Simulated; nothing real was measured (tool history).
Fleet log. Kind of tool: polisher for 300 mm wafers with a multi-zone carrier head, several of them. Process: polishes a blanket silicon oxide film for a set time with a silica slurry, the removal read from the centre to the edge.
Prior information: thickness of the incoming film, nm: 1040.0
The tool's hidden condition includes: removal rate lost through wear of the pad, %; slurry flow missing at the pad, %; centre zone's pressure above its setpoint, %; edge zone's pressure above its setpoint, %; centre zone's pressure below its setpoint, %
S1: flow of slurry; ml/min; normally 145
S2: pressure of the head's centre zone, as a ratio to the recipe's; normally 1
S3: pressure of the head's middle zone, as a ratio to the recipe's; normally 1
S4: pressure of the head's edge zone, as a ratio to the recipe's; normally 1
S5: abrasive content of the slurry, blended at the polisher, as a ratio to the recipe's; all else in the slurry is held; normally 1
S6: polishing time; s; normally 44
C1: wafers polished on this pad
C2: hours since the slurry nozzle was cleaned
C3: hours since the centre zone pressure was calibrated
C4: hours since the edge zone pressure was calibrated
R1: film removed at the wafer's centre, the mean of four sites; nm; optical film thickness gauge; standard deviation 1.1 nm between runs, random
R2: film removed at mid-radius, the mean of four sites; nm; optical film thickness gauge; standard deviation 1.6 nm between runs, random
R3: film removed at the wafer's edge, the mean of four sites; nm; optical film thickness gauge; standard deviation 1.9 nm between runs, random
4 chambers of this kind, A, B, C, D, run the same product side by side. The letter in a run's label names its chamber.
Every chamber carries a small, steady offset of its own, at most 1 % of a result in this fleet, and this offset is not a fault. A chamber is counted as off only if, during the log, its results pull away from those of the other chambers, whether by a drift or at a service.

| run | hour | S1 | S2 | S3 | S4 | S5 | S6 | C1 | C2 | C3 | C4 | R1 | R2 | R3 |
|---|---|---|---|---|---|---|---|---|---|---|---|---|---|---|
| 1B | 13.9 | 145 | 1 | 1 | 1 | 1 | 44 | 435 | 455 | 131.5 | 88.3 | 130.39 | 128.01 | 129.23 |
|  | 14.5 | chamber D: worn pad replaced by a new one |
| 2A | 26.8 | 145 | 1 | 1 | 1 | 1 | 44 | 893 | 765.7 | 418.7 | 1264.3 | 128.23 | 131.37 | 129.88 |
|  | 29.7 | chamber A: worn pad replaced by a new one |
|  | 30.5 | chamber C: worn pad replaced by a new one |
|  | 33.5 | chamber A: edge zone pressure recalibrated |
|  | 34.2 | chamber C: slurry nozzle cleaned |
| 3C | 41.1 | 145 | 1 | 1 | 1 | 1 | 44 | 157 | 7 | 521.4 | 783.5 | 127.58 | 123.66 | 129.08 |
|  | 48.8 | chamber B: worn pad replaced by a new one |
| 4D | 53 | 145 | 1 | 1 | 1 | 1 | 44 | 567 | 190.3 | 548.5 | 1067.9 | 130.93 | 129.15 | 127.99 |
| 5B | 59.9 | 145 | 1 | 1 | 1 | 1 | 44 | 163 | 501 | 177.5 | 134.3 | 128.93 | 130.55 | 129.95 |
| 6C | 68.8 | 145 | 1 | 1 | 1 | 1 | 44 | 564 | 34.7 | 549.1 | 811.2 | 129.1 | 128.37 | 127.51 |
|  | 76.1 | chamber D: worn pad replaced by a new one |
|  | 79 | chamber A: slurry nozzle cleaned |
| 7D | 84.1 | 145 | 1 | 1 | 1 | 1 | 44 | 118 | 221.4 | 579.6 | 1099 | 129.34 | 126.16 | 125.34 |
|  | 96.2 | chamber A: worn pad replaced by a new one |
|  | 96.2 | chamber D: centre zone pressure recalibrated |
| 8A | 98.4 | 145 | 1 | 1 | 1 | 1 | 44 | 32 | 19.4 | 490.3 | 65 | 126.55 | 128.02 | 126.07 |
|  | 106.2 | chamber A: centre zone pressure recalibrated |
|  | 109.2 | chamber C: worn pad replaced by a new one |
| 9B | 112.5 | 145 | 1 | 1 | 1 | 1 | 44 | 937 | 553.6 | 230.1 | 186.9 | 128.36 | 125.18 | 128.28 |
|  | 113.1 | chamber D: edge zone pressure recalibrated |
|  | 118.4 | chamber B: worn pad replaced by a new one |
| 10A | 120 | 145 | 1 | 1 | 1 | 1 | 44 | 350 | 41 | 13.9 | 86.6 | 128.44 | 126.3 | 128.98 |
| 11D | 128.6 | 145 | 1 | 1 | 1 | 1 | 44 | 772 | 265.9 | 32.4 | 15.5 | 118.8 | 130.35 | 127.94 |
|  | 129.3 | chamber D: worn pad replaced by a new one |
|  | 134.9 | chamber C: edge zone pressure recalibrated |
| 12C | 142.5 | 145 | 1 | 1 | 1 | 1 | 44 | 490 | 108.4 | 622.8 | 7.7 | 127.74 | 127.37 | 127.4 |
| 13C | 150.1 | 145 | 1 | 1 | 1 | 1 | 44 | 602 | 116 | 630.4 | 15.3 | 126.66 | 127.55 | 127.73 |
| 14B | 157.3 | 145 | 1 | 1 | 1 | 1 | 44 | 572 | 598.4 | 274.9 | 231.7 | 128.89 | 129.41 | 126.61 |
|  | 161.7 | chamber A: worn pad replaced by a new one |
| 15D | 170.2 | 145 | 1 | 1 | 1 | 1 | 44 | 601 | 307.5 | 74 | 57.1 | 116.89 | 126.05 | 127.22 |
|  | 178.6 | chamber B: worn pad replaced by a new one |
| 16A | 179.6 | 145 | 1 | 1 | 1 | 1 | 44 | 263 | 100.6 | 73.5 | 146.2 | 126.08 | 127.76 | 129.83 |
|  | 181.5 | chamber D: slurry nozzle cleaned |
|  | 184.1 | chamber D: worn pad replaced by a new one |
|  | 193.7 | chamber C: worn pad replaced by a new one |
| 17A | 193.9 | 145 | 1 | 1 | 1 | 1 | 32 | 473 | 114.9 | 87.8 | 160.5 | 91.546 | 93.952 | 94.67 |
| 18C | 202.2 | 145 | 1 | 1 | 1 | 1 | 32 | 125 | 168.1 | 682.5 | 67.4 | 93.86 | 93.234 | 92.064 |
| 19D | 210.4 | 145 | 1 | 1 | 1 | 1 | 32 | 387 | 29 | 114.2 | 97.3 | 86.529 | 94.289 | 91.704 |
| 20B | 225.3 | 145 | 1 | 1 | 1 | 1 | 32 | 686 | 666.4 | 342.9 | 299.7 | 93.375 | 92.196 | 92.88 |
|  | 226.1 | chamber A: worn pad replaced by a new one |
| 21C | 239.9 | 145 | 1 | 1 | 1 | 1 | 44 | 679 | 205.8 | 720.2 | 105.1 | 125.46 | 126.78 | 123.43 |
|  | 243.3 | chamber B: worn pad replaced by a new one |
|  | 244.1 | chamber D: worn pad replaced by a new one |
| 22D | 249.1 | 145 | 1 | 1 | 1 | 1 | 44 | 74 | 67.7 | 152.9 | 136 | 119.31 | 127.1 | 125.42 |
|  | 252.9 | chamber B: centre zone pressure recalibrated |
| 23B | 256.2 | 145 | 1 | 0.94 | 0.89 | 1 | 44 | 189 | 697.3 | 3.3 | 330.6 | 128.9 | 125.41 | 121.69 |
| 24A | 270.1 | 145 | 1 | 0.94 | 0.89 | 1 | 44 | 647 | 191.1 | 164 | 236.7 | 127.81 | 123.7 | 120.54 |
|  | 277.6 | chamber C: worn pad replaced by a new one |
| 25C | 281.8 | 145 | 1 | 0.94 | 0.89 | 1 | 44 | 62 | 247.7 | 762.1 | 147 | 127.31 | 120.97 | 121.9 |
| 26A | 289.6 | 145 | 1 | 0.94 | 0.89 | 1 | 44 | 934 | 210.6 | 183.5 | 256.2 | 126.11 | 119.69 | 122.07 |
| 27D | 301.2 | 145 | 1 | 1 | 1 | 1 | 44 | 840 | 119.8 | 205 | 188.1 | 117.99 | 128.87 | 126.89 |
|  | 303 | chamber B: worn pad replaced by a new one |
| 28B | 312.4 | 145 | 1 | 1 | 1 | 1 | 44 | 139 | 753.5 | 59.5 | 386.8 | 128.35 | 130.33 | 126.62 |

All chambers now run identical settings, listed one chamber a line with results as question marks. What results will each chamber show?
| 29A | 323.6 | 145 | 1 | 1 | 1 | 1 | 44 |  |  |  |  | ? | ? | ? |
| 29B | 323.6 | 145 | 1 | 1 | 1 | 1 | 44 |  |  |  |  | ? | ? | ? |
| 29C | 323.6 | 145 | 1 | 1 | 1 | 1 | 44 |  |  |  |  | ? | ? | ? |
| 29D | 323.6 | 145 | 1 | 1 | 1 | 1 | 44 |  |  |  |  | ? | ? | ? |

| run | R1 | R2 | R3 |
|---|---|---|---|
| 29A | 127.59 | 123.64 | 127.63 |
| 29B | 129.48 | 127.21 | 129.96 |
| 29C | 125.01 | 124.96 | 125.87 |
| 29D | 119.44 | 125.12 | 125.42 |

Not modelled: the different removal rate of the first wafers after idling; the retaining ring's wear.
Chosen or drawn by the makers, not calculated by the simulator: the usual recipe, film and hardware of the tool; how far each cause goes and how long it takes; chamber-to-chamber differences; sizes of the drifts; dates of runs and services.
